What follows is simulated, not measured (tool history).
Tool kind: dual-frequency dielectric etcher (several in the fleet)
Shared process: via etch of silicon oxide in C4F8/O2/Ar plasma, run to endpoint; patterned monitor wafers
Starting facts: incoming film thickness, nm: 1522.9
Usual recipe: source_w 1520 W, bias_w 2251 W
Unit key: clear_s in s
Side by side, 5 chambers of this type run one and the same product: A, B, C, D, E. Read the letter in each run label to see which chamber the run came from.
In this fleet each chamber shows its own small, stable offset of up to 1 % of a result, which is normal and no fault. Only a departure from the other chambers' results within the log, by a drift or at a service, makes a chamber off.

| run | day | source_w | bias_w | hours since the last wet clean | hours since the last source power generator calibration | hours since the last bias power generator calibration | clear_s |
|---|---|---|---|---|---|---|---|
| 1B | 0.412 | 1520 | 2251 | 555.6 | 1128.3 | 3078 | 324.44 |
| 2C | 0.779 | 1520 | 2251 | 142.6 | 1089 | 556 | 324.7 |
| 3D | 1.346 | 1520 | 2251 | 394.7 | 1176.1 | 2249.3 | 326.33 |
| 4E | 1.917 | 1520 | 2251 | 72.6 | 3011.4 | 3080.8 | 324.3 |
|  | 2.004 | chamber A: source power generator calibrated |
| 5A | 2.5 | 1520 | 2251 | 125.2 | 12 | 250.1 | 325.55 |
|  | 2.892 | chamber B: wet clean of the chamber |
| 6B | 2.979 | 1520 | 2251 | 2.1 | 1189.9 | 3139.6 | 319.91 |
| 7C | 3.312 | 1520 | 2251 | 203.4 | 1149.8 | 616.8 | 321.89 |
| 8D | 3.85 | 1520 | 2251 | 454.8 | 1236.2 | 2309.4 | 324.14 |
| 9A | 4.308 | 1520 | 2251 | 168.6 | 55.4 | 293.5 | 326.61 |
| 10E | 4.604 | 1520 | 2251 | 137.1 | 3075.9 | 3145.3 | 326.64 |
|  | 4.929 | chamber D: wet clean of the chamber |
| 11E | 5.142 | 1520 | 2494 | 150 | 3088.8 | 3158.2 | 318.61 |
| 12D | 5.712 | 1520 | 2494 | 18.9 | 1280.9 | 2354.1 | 312.34 |
| 13C | 6.204 | 1520 | 2494 | 272.8 | 1219.2 | 686.2 | 313.78 |
| 14A | 6.542 | 1520 | 2494 | 222.2 | 109 | 347.1 | 317.04 |
| 15B | 7.092 | 1520 | 2494 | 100.8 | 1288.6 | 3238.3 | 311.55 |
| 16E | 7.596 | 1520 | 2251 | 208.9 | 3147.7 | 3217.1 | 326.55 |
| 17D | 8.108 | 1520 | 2251 | 76.4 | 1338.4 | 2411.6 | 321.69 |
| 18A | 8.717 | 1520 | 2251 | 274.4 | 161.2 | 399.3 | 328.17 |
| 19B | 9.017 | 1520 | 2251 | 147 | 1334.8 | 3284.5 | 321.83 |
| 20C | 9.371 | 1520 | 2251 | 348.8 | 1295.2 | 762.2 | 319.43 |
| 21D | 9.7 | 1520 | 2251 | 114.6 | 1376.6 | 2449.8 | 324.94 |
| 22E | 10.142 | 1520 | 2251 | 270 | 3208.8 | 3278.2 | 324.32 |
| 23C | 10.538 | 1520 | 2251 | 376.8 | 1323.2 | 790.2 | 317.64 |
| 24A | 11.083 | 1520 | 2251 | 331.2 | 218 | 456.1 | 326.62 |
| 25B | 11.433 | 1520 | 2251 | 205 | 1392.8 | 3342.5 | 322.1 |
| 26E | 11.912 | 1520 | 2251 | 312.5 | 3251.3 | 3320.7 | 327.35 |
| 27B | 12.242 | 1520 | 2251 | 224.4 | 1412.2 | 3361.9 | 322.75 |
| 28C | 12.521 | 1520 | 2251 | 424.4 | 1370.8 | 837.8 | 313.71 |
| 29A | 12.875 | 1520 | 2251 | 374.2 | 261 | 499.1 | 327.31 |
| 30D | 13.467 | 1520 | 2251 | 205 | 1467 | 2540.2 | 325.63 |
|  | 13.788 | chamber D: bias power generator calibrated |
| 31E | 13.912 | 1520 | 2251 | 360.5 | 3299.3 | 3368.7 | 327.2 |
| 32B | 14.325 | 1520 | 2251 | 274.4 | 1462.2 | 3411.9 | 322.95 |
| 33C | 14.904 | 1520 | 2251 | 481.6 | 1428 | 895 | 312.79 |
| 34D | 15.179 | 1520 | 2251 | 246.1 | 1508.1 | 33.5 | 324.83 |
| 35A | 15.633 | 1520 | 2251 | 440.4 | 327.2 | 565.3 | 326.48 |
| 36D | 16.025 | 1520 | 2251 | 266.4 | 1528.4 | 53.8 | 323.58 |
| 37B | 16.392 | 1300 | 2251 | 324 | 1511.8 | 3461.5 | 342.24 |
| 38E | 16.662 | 1300 | 2251 | 426.5 | 3365.3 | 3434.7 | 347.54 |
|  | 16.979 | chamber A: wet clean of the chamber |
| 39C | 17.15 | 1300 | 2251 | 535.5 | 1481.9 | 948.9 | 328.15 |
| 40A | 17.667 | 1300 | 2251 | 16.5 | 376 | 614.1 | 346.01 |

Is one chamber out of step, is the gauge drifting, or do the chambers differ by no more than their own small offsets? For an off chamber, give its letter and the likeliest cause.

Little by little, chamber C moves away from the other chambers.
Likeliest cause: etch rate over this chamber's usual, % = 5.27.

Below are 4 candidate recipes for chamber C's next run, each the usual settings with a change, their results shown as question marks. Which of them brings C's results back in line with what the other chambers give on the usual settings?
In line means no further than this from the other chambers' mean on the usual settings: clear_s 4 s
| 41C-1 | 18.112 | 1470 | 2194 |  |  |  | ? |
| 41C-2 | 18.112 | 1520 | 2676 |  |  |  | ? |
| 41C-3 | 18.112 | 1600 | 2251 |  |  |  | ? |
| 41C-4 | 18.112 | 1380 | 2092 |  |  |  | ? |

The other chambers' mean on the usual settings: clear_s 324.84 s
| run | clear_s |
|---|---|
| 41C-1 | 313.32 |
| 41C-2 | 290.84 |
| 41C-3 | 300.69 |
| 41C-4 | 325.87 |
41C-4 brings the chamber back in line.
